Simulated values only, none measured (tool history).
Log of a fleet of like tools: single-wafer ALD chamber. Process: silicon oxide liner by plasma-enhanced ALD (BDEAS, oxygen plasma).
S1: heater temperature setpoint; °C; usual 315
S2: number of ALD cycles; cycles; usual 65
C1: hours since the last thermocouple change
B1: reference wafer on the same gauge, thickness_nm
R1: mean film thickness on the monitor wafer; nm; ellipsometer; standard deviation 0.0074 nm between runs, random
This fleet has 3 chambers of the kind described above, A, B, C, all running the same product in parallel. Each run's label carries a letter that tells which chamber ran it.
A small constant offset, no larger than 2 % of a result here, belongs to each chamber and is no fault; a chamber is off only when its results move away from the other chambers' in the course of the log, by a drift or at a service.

run 1C day=0.308 | S1=315 S2=65 | C1=913.6 | B1=6.2671 | R1=5.9017
run 2B day=0.650 | S1=315 S2=65 | C1=1750.6 | B1=6.2651 | R1=5.8595
run 3A day=0.900 | S1=315 S2=65 | C1=763.2 | B1=6.2643 | R1=5.8135
run 4C day=1.158 | S1=315 S2=65 | C1=934.0 | B1=6.2665 | R1=5.8873
run 5A day=1.442 | S1=315 S2=65 | C1=776.2 | B1=6.2637 | R1=5.8352
run 6B day=1.812 | S1=315 S2=65 | C1=1778.5 | B1=6.2587 | R1=5.8542
run 7A day=2.025 | S1=315 S2=65 | C1=790.2 | B1=6.2607 | R1=5.8241
run 8C day=2.404 | S1=315 S2=71 | C1=963.9 | B1=6.2573 | R1=6.4342
run 9B day=2.625 | S1=315 S2=71 | C1=1798.0 | B1=6.2567 | R1=6.3955
run 10B day=2.808 | S1=315 S2=71 | C1=1802.4 | B1=6.2550 | R1=6.3962
run 11A day=2.996 | S1=315 S2=65 | C1=813.5 | B1=6.2535 | R1=5.8169
run 12C day=3.208 | S1=315 S2=65 | C1=983.2 | B1=6.2522 | R1=5.8904
run 13B day=3.417 | S1=315 S2=65 | C1=1817.0 | B1=6.2515 | R1=5.8586
run 14A day=3.617 | S1=315 S2=65 | C1=828.4 | B1=6.2501 | R1=5.8092
run 15C day=3.821 | S1=315 S2=65 | C1=997.9 | B1=6.2484 | R1=5.8928
run 16A day=4.092 | S1=315 S2=65 | C1=839.8 | B1=6.2492 | R1=5.8023
run 17B day=4.429 | S1=315 S2=65 | C1=1841.3 | B1=6.2458 | R1=5.8539
run 18C day=4.750 | S1=315 S2=65 | C1=1020.2 | B1=6.2449 | R1=5.8852
run 19B day=4.938 | S1=315 S2=65 | C1=1853.5 | B1=6.2430 | R1=5.8593
run 20A day=5.254 | S1=315 S2=65 | C1=867.7 | B1=6.2416 | R1=5.7928
run 21C day=5.608 | S1=301 S2=65 | C1=1040.8 | B1=6.2393 | R1=5.9927
run 22C day=5.812 | S1=301 S2=65 | C1=1045.7 | B1=6.2403 | R1=6.0015

What goes on in this fleet: one chamber off, a drifting gauge, or nothing beyond the chambers' own small offsets? Name the chamber and the cause, if any.

None of the chambers is off. What moves is the gauge, dragging all their readings along together.
Most likely cause: gauge reads low (%) = 0.524.
